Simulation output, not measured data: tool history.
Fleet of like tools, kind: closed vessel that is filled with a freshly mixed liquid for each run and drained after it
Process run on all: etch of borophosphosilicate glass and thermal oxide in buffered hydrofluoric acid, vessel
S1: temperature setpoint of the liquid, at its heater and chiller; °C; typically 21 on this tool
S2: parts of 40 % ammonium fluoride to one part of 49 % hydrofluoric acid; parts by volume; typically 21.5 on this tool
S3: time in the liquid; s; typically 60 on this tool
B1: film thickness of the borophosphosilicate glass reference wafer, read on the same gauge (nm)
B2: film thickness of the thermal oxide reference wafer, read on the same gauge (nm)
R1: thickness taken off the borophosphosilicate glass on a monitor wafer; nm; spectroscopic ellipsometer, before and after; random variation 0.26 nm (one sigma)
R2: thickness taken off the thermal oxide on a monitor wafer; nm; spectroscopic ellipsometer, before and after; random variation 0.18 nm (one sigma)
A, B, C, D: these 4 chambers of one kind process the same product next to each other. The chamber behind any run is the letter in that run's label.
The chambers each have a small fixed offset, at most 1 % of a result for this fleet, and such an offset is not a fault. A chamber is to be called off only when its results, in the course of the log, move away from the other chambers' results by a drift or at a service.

run    day  S1    S2  S3      B1      B2      R1      R2
 1D  0.121  21  21.5  60  89.988  59.988  30.387  27.533
 2C  0.283  21  21.5  60  90.004  59.988  30.583  27.382
 3B  0.392  21  21.5  60  90.011  60.023  30.295  27.251
 4A  0.483  21  21.5  60  90.002  60.018  30.163  26.891
 5A  0.583  21  21.5  60  90.006  60.005  30.305  26.987
 6B  0.742  21  21.5  60   90.01      60  30.093  27.414
 7D  0.904  21  21.5  60  90.018  59.988  31.075  27.345
 8C  1.012  21  21.5  60  90.022  60.007  30.614  27.386
 9A  1.129  18    27  60  90.036  60.016  22.151  19.673
10D  1.275  18    27  60  89.987  60.013  22.346  19.872
11B  1.454  18    27  60  89.999  59.999  22.173  19.606
12C  1.533  18    27  60  89.991  59.995  22.263  19.652
13B  1.658  21  21.5  60  89.995  60.007  30.545  27.245
14A  1.829  21  21.5  80  89.986  59.997  40.822  36.088
15D  1.983  21  21.5  80  90.005  60.005  41.016  36.741
16C  2.088  21  21.5  80  90.014  60.012  40.592  36.238
17D  2.229  21  21.5  80  89.987  60.006  41.126  36.674
18C  2.379  21  21.5  60  89.962  59.997  30.668  27.354
19B  2.525  21  21.5  60  89.983  59.987  30.534  27.197
     2.662  -- chamber D: thermometer replaced
20A  2.704  21  21.5  60   89.98  59.989  30.184  27.411
21D  2.858  21  21.5  60   89.99   60.02  31.012  27.219
22C  2.992  21  21.5  60  89.993  60.011  30.447   27.31
23A  3.092  21  21.5  60  90.007   59.97  30.291  27.099
24B  3.262  21  21.5  60  90.001  59.997   30.19  27.104
25B  3.412  21  21.5  60  89.994   60.03  30.881  27.172
26C  3.517  21  21.5  60  89.997  59.992  30.984  27.496
27A  3.604  21  21.5  60  89.981  60.013  30.376  26.869
28D  3.717  18  21.5  60  90.019  59.999  25.684  23.282
29B  3.833  18  21.5  60  90.013  60.011  25.371  23.233
30A  3.921  18  21.5  60  90.007  59.986  25.627  22.756
31C    4.1  18  21.5  60  90.018  60.012  25.803  23.236
32D  4.208  21  21.5  35  90.014  60.013  17.857  16.066
33D  4.392  21  21.5  35  90.016  59.995  17.862  15.899
34A  4.512  21  21.5  35  89.986  60.009  17.811  15.804
35B  4.683  21  21.5  35   89.99  59.996  17.464  15.773
36C  4.821  21  21.5  60  89.979  59.979  30.912  27.448
37C  4.992  21  21.5  60   89.96  60.036  31.368  27.499
38A    5.1  21  21.5  60  89.986  60.019  30.381  26.861
39D  5.221  21  21.5  60  90.004  60.021  30.597  27.394
40B  5.396  21  21.5  60  89.996   59.99  30.673  27.438
41C  5.575  21  21.5  60  90.004  60.031  30.609  27.335
42A  5.738  21  21.5  60  90.019  59.999  30.232  27.133
43D  5.888  21  21.5  60  90.013  59.981  31.072  27.456

One chamber off, gauge drift, or nothing amiss beyond the chambers' own small offsets? If it is a chamber, which one, and what is the likeliest cause?

No chamber stands off beyond its own small offset, and the gauge holds steady.
